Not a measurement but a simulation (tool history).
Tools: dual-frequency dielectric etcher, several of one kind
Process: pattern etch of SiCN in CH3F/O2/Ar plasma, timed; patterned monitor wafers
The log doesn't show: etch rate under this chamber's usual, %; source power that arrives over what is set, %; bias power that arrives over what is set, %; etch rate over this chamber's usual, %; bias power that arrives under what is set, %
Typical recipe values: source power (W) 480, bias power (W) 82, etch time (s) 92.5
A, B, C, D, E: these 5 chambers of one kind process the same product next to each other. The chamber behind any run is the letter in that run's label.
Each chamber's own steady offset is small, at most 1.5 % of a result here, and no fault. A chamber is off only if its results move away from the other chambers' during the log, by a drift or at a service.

| run | hour | source power (W) | bias power (W) | etch time (s) | hours since the last wet clean | hours since the last source power generator calibration | hours since the last bias power generator calibration | read-back reference wafer on the same gauge, depth_nm | mean etch depth across the wafer (angstrom) |
|---|---|---|---|---|---|---|---|---|---|
| 1B | 10.7 | 480 | 82 | 92.5 | 255.2 | 2172.7 | 180.4 | 32.02 | 384.99 |
| 2D | 16.3 | 480 | 82 | 92.5 | 175.3 | 1595.9 | 1117.8 | 32.005 | 392.06 |
| 3E | 25.7 | 480 | 82 | 92.5 | 272.5 | 503.5 | 1929.3 | 31.99 | 385.7 |
| 4A | 35.5 | 480 | 82 | 92.5 | 613.8 | 226.3 | 150.1 | 31.993 | 392.67 |
| 5C | 46.5 | 480 | 82 | 92.5 | 281 | 1947.6 | 472.9 | 32.01 | 384.68 |
| 6A | 54.1 | 480 | 82 | 92.5 | 632.4 | 244.9 | 168.7 | 32.003 | 394.27 |
| 7D | 63.6 | 480 | 82 | 92.5 | 222.6 | 1643.2 | 1165.1 | 32.009 | 391.15 |
| 8B | 72 | 480 | 82 | 92.5 | 316.5 | 2234 | 241.7 | 31.997 | 384.3 |
|  | 73.2 | chamber A: wet clean of the chamber |
| 9C | 81.4 | 370 | 82 | 80.5 | 315.9 | 1982.5 | 507.8 | 32.015 | 303.28 |
| 10E | 89.9 | 370 | 82 | 80.5 | 336.7 | 567.7 | 1993.5 | 31.986 | 305.01 |
|  | 91.6 | chamber E: wet clean of the chamber |
| 11D | 100.3 | 370 | 82 | 80.5 | 259.3 | 1679.9 | 1201.8 | 31.994 | 307.18 |
| 12C | 105.6 | 370 | 82 | 80.5 | 340.1 | 2006.7 | 532 | 32.011 | 303.47 |
| 13B | 115.1 | 370 | 82 | 80.5 | 359.6 | 2277.1 | 284.8 | 32.008 | 302.84 |
| 14E | 126.8 | 400 | 88 | 92.5 | 35.3 | 604.6 | 2030.4 | 31.986 | 369.49 |
| 15A | 133.6 | 400 | 88 | 92.5 | 60.5 | 324.4 | 248.2 | 32.028 | 378.22 |
| 16D | 139.3 | 400 | 88 | 92.5 | 298.3 | 1718.9 | 1240.8 | 31.988 | 376.07 |
| 17A | 150.5 | 400 | 88 | 92.5 | 77.4 | 341.3 | 265.1 | 31.993 | 377.88 |
| 18C | 161.3 | 400 | 88 | 92.5 | 395.8 | 2062.4 | 587.7 | 32 | 364.72 |
| 19B | 171.7 | 480 | 82 | 92.5 | 416.2 | 2333.7 | 341.4 | 32.005 | 382.23 |
| 20E | 178.9 | 520 | 82 | 92.5 | 87.4 | 656.7 | 2082.5 | 31.98 | 398.98 |
| 21E | 186.3 | 520 | 82 | 92.5 | 94.8 | 664.1 | 2089.9 | 32.012 | 398.04 |
| 22C | 193.7 | 520 | 82 | 92.5 | 428.2 | 2094.8 | 620.1 | 32.016 | 390.48 |
| 23D | 201 | 520 | 82 | 92.5 | 360 | 1780.6 | 1302.5 | 31.993 | 401.68 |
| 24B | 210.7 | 520 | 82 | 92.5 | 455.2 | 2372.7 | 380.4 | 31.991 | 395.8 |
| 25A | 217.4 | 480 | 82 | 92.5 | 144.3 | 408.2 | 332 | 31.98 | 391.88 |
| 26D | 226.1 | 480 | 88 | 81 | 385.1 | 1805.7 | 1327.6 | 31.995 | 350.52 |
| 27B | 233.4 | 480 | 88 | 81 | 477.9 | 2395.4 | 403.1 | 32.004 | 345.54 |
| 28E | 241.8 | 480 | 88 | 81 | 150.3 | 719.6 | 2145.4 | 31.973 | 347.23 |
| 29A | 248.8 | 480 | 88 | 81 | 175.7 | 439.6 | 363.4 | 32.005 | 354.53 |
| 30C | 255.6 | 480 | 88 | 81 | 490.1 | 2156.7 | 682 | 32.012 | 338.17 |
|  | 258.3 | chamber E: bias power generator calibrated |
| 31E | 264 | 580 | 82 | 92.5 | 172.5 | 741.8 | 5.8 | 31.99 | 416.82 |
| 32D | 273.6 | 580 | 82 | 92.5 | 432.6 | 1853.2 | 1375.1 | 32.007 | 420.23 |
| 33A | 280.3 | 580 | 82 | 92.5 | 207.2 | 471.1 | 394.9 | 31.993 | 422.93 |

Read the log: is a single chamber off, either drifting away or since a service, is the gauge that measures every chamber drifting, or is nothing wrong beyond small per-chamber offsets? Name any odd chamber and what most likely caused it.

It is chamber C that slowly wanders off from its peers.
Most likely cause: etch rate under this chamber's usual, % = 3.26.

Which of the 4 candidates below, each the usual settings with something changed and its results left as question marks, puts chamber C back in line with what the other chambers give on the usual settings?
Maximum distance from the other chambers' mean on the usual settings for a result to count as in line: mean etch depth across the wafer (angstrom) 3.4
| 34C-1 | 288.7 | 430 | 82 | 92.5 |  |  |  |  | ? |
| 34C-2 | 288.7 | 480 | 83 | 96 |  |  |  |  | ? |
| 34C-3 | 288.7 | 480 | 81 | 85.5 |  |  |  |  | ? |
| 34C-4 | 288.7 | 490 | 83 | 99 |  |  |  |  | ? |

The mean the other chambers reach with the usual settings: mean etch depth across the wafer (angstrom) 388.94
| run | mean etch depth across the wafer (angstrom) |
|---|---|
| 34C-1 | 358.42 |
| 34C-2 | 389.04 |
| 34C-3 | 343.48 |
| 34C-4 | 404.26 |
The right change is 34C-2: it brings the chamber back within the allowed miss of the others.
